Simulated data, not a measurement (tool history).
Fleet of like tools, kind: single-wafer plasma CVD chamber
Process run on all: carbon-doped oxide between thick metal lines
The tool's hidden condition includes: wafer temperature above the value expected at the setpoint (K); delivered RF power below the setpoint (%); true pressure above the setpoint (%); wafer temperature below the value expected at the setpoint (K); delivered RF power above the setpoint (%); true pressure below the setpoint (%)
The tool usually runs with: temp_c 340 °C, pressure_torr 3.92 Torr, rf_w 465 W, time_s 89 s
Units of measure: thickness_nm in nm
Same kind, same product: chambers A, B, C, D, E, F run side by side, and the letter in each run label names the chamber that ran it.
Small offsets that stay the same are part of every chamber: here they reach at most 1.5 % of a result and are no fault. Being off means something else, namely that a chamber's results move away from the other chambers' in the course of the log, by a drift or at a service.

run     day  temp_c  pressure_torr  rf_w  time_s  hours since the last thermocouple change  hours since the last RF generator calibration  hours since the last manometer calibration  read-back reference wafer on the same gauge, thickness_nm  thickness_nm
 1E   0.346     340           3.92   465      89                                    1919.6                                          825.4                                       148.9                                                     464.08        425.67
 2D   0.629     340           3.92   465      89                                       167                                          794.6                                      1651.5                                                     464.01        418.94
 3F   0.925     340           3.92   465      89                                     297.9                                          587.1                                         508                                                     463.85        423.66
 4B   1.317     340           3.92   465      89                                    1783.7                                          588.9                                      1999.7                                                     464.15        428.93
 5A   1.712     340           3.92   465      89                                      1285                                          588.8                                      1991.4                                                     463.86        421.97
      1.792  -- chamber B: capacitance manometer re-zeroed and calibrated
      2.112  -- chamber D: RF generator calibrated
 6C    2.15     340           3.92   465      89                                    1518.9                                          318.2                                       150.8                                                     464.16        428.16
 7C   2.454     340           3.92   465      89                                    1526.2                                          325.5                                       158.1                                                     464.23        428.89
 8F   2.892     340           3.92   465      89                                     345.1                                          634.3                                       555.2                                                     463.75        422.52
      2.996  -- chamber E: thermocouple changed; heater temperature recalibrated
 9E   3.129     340           3.92   465      89                                       3.3                                          892.2                                       215.7                                                     464.27        424.82
10D   3.554     340           4.72   465      89                                     237.2                                           34.7                                      1721.7                                                     463.78        430.69
11B   3.796     340           4.72   465      89                                    1843.2                                          648.4                                        48.1                                                      463.9        443.99
12A   4.146     340           4.72   465      89                                    1343.4                                          647.2                                      2049.8                                                     463.84        435.35
13C   4.529     340           4.72   465      89                                      1576                                          375.3                                       207.9                                                     464.16        442.57
14A   4.804     340           4.72   465      89                                    1359.2                                            663                                      2065.6                                                     464.06        433.84
15F   5.062     340           4.72   465      89                                     397.2                                          686.4                                       607.3                                                     463.99        434.35
16B   5.471     340           4.35   555      89                                    1883.4                                          688.6                                        88.3                                                     464.01        488.72
17D   5.846     340           4.35   555      89                                     292.2                                           89.7                                      1776.7                                                      464.2        475.19
18E   6.225     340           4.35   555      89                                      77.6                                          966.5                                         290                                                     463.95         484.9
19B   6.542     340           4.35   555      89                                    1909.1                                          714.3                                         114                                                     463.71        489.02
20E   6.958     340           4.35   555      89                                      95.2                                          984.1                                       307.6                                                     464.18        482.94
21C   7.246     340           4.35   555      89                                    1641.2                                          440.5                                       273.1                                                     463.81        486.39
22A   7.592     340           3.92   465      89                                    1426.1                                          729.9                                      2132.5                                                     464.16        421.43
      7.612  -- chamber E: RF generator calibrated
23D   7.783     340           3.92   465      89                                     338.7                                          136.2                                      1823.2                                                     464.15        418.12
24F   8.171     340           3.92   465      89                                     471.8                                            761                                       681.9                                                     463.88        423.16
25E   8.362     340           3.21   385      89                                     128.9                                             18                                       341.3                                                     464.11        362.81
26A   8.804     340           3.21   385      89                                    1455.2                                            759                                      2161.6                                                     464.27        360.46
27F    9.05     340           3.21   385      89                                     492.9                                          782.1                                         703                                                     463.84        359.31
28D   9.467     340           3.21   385      89                                     379.1                                          176.6                                      1863.6                                                     463.97        360.99
29B     9.9     340           3.21   385      89                                    1989.7                                          794.9                                       194.6                                                     463.57        365.39
30C  10.204     340           3.21   385      89                                    1712.2                                          511.5                                       344.1                                                     463.61        363.59
31C    10.6     340           3.92   465      89                                    1721.7                                            521                                       353.6                                                     464.28         428.1
32E  10.946     340           3.92   465      89                                     190.9                                             80                                       403.3                                                     464.17        426.24
33B  11.308     340           3.92   465      89                                    2023.5                                          828.7                                       228.4                                                      463.8         428.7
34F    11.5     340           3.92   465      89                                     551.7                                          840.9                                       761.8                                                     464.12        422.46
35D  11.796     340           3.92   465      89                                       435                                          232.5                                      1919.5                                                     463.81        421.22
36A  12.038     346           3.92   400      89                                    1532.8                                          836.6                                      2239.2                                                     464.45           373
37D  12.379     346           3.92   400      89                                       449                                          246.5                                      1933.5                                                     464.03        371.31
38B  12.658     346           3.92   400      89                                    2055.9                                          861.1                                       260.8                                                     464.15        378.56
39A  12.921     346           3.92   400      89                                      1554                                          857.8                                      2260.4                                                     463.94        372.96
40F  13.133     346           3.92   400      89                                     590.9                                          880.1                                         801                                                     464.03        373.22

Predict what each chamber gives when all 6 of them run the settings below next.
41A  13.45     340           3.92   465      89                                                                                                                                                                                                             ?
41B  13.45     340           3.92   465      89                                                                                                                                                                                                             ?
41C  13.45     340           3.92   465      89                                                                                                                                                                                                             ?
41D  13.45     340           3.92   465      89                                                                                                                                                                                                             ?
41E  13.45     340           3.92   465      89                                                                                                                                                                                                             ?
41F  13.45     340           3.92   465      89                                                                                                                                                                                                             ?

run  thickness_nm
41A        423.31
41B        430.48
41C        427.29
41D        421.27
41E        427.12
41F        423.14
